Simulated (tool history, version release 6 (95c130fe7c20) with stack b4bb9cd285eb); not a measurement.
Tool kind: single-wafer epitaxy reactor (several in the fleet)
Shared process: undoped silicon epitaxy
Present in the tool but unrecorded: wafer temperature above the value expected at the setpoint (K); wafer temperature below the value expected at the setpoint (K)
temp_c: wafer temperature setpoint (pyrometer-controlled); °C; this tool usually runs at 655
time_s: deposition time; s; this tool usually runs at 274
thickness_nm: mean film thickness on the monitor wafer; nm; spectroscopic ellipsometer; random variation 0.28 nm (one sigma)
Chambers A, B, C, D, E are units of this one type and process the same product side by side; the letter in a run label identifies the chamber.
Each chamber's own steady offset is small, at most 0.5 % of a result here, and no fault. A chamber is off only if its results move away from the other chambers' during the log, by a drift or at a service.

run,hour,temp_c,time_s,hours since the last pyrometer calibration,"read-back reference wafer on the same gauge, thickness_nm",thickness_nm
1B,3.4,655,274,2242.3,48.742,51.077
2C,6.6,655,274,1818.5,48.669,51.617
3A,9.3,655,274,2459.4,48.646,51.589
4D,12.2,655,274,778.2,48.707,51.02
5E,16.5,655,274,2231.6,48.716,51.917
6A,20.4,655,274,2470.5,48.639,50.858
7D,23.8,655,274,789.8,48.664,51.114
8B,26.3,655,274,2265.2,48.724,51.103
9E,29.5,655,274,2244.6,48.742,51.132
10C,33.2,655,274,1845.1,48.756,51.033
11C,35.7,655,274,1847.6,48.69,51.508
12B,40.2,655,274,2279.1,48.683,51.429
13A,43.1,655,274,2493.2,48.739,51.597
14D,45.4,655,274,811.4,48.729,50.954
15E,50,655,274,2265.1,48.761,50.741
# hour 50.5: chamber B: pyrometer calibrated
16E,54.1,655,274,2269.2,48.598,50.997
17D,56.5,655,274,822.5,48.719,51.366
18C,61.3,660,226,1873.2,48.748,47.478
19A,65.4,660,226,2515.5,48.762,47.385
20B,68.6,660,226,18.2,48.655,49.493
21D,70.8,660,226,836.8,48.684,46.695
22E,73.9,660,226,2289,48.677,46.606
23B,78.2,655,274,27.8,48.67,54.121
24A,80.4,655,274,2530.5,48.666,51.316
25C,85,655,274,1896.9,48.621,51.65
26A,89.2,655,274,2539.3,48.639,51.403
27B,93.1,647,274,42.7,48.72,45.472
28C,97.4,647,274,1909.3,48.747,42.7
29D,100,647,274,866,48.698,42.884
30E,103.2,647,274,2318.3,48.699,43.17
31D,106.4,647,274,872.4,48.695,42.741
32B,110.6,655,274,60.2,48.643,54.207
33C,113.5,643,316,1925.4,48.742,45.115
34E,117,643,316,2332.1,48.717,45.311
35A,120.1,643,316,2570.2,48.648,45.386
36A,123.9,643,316,2574,48.737,45.221
37E,128.4,643,316,2343.5,48.656,45.653
# hour 129.5: chamber C: pyrometer calibrated
38D,131,655,274,897,48.697,51.232
39B,133.4,655,274,83,48.677,54.375
40C,137.4,655,274,8,48.704,51.145
41A,139.8,655,274,2589.9,48.702,51.491

The same settings go to every chamber for the next run, one line per chamber below. Forecast the results for each:
42A,143.3,655,234,,,?
42B,143.3,655,234,,,?
42C,143.3,655,234,,,?
42D,143.3,655,234,,,?
42E,143.3,655,234,,,?

run,thickness_nm
42A,43.618
42B,46.161
42C,43.736
42D,43.678
42E,43.717
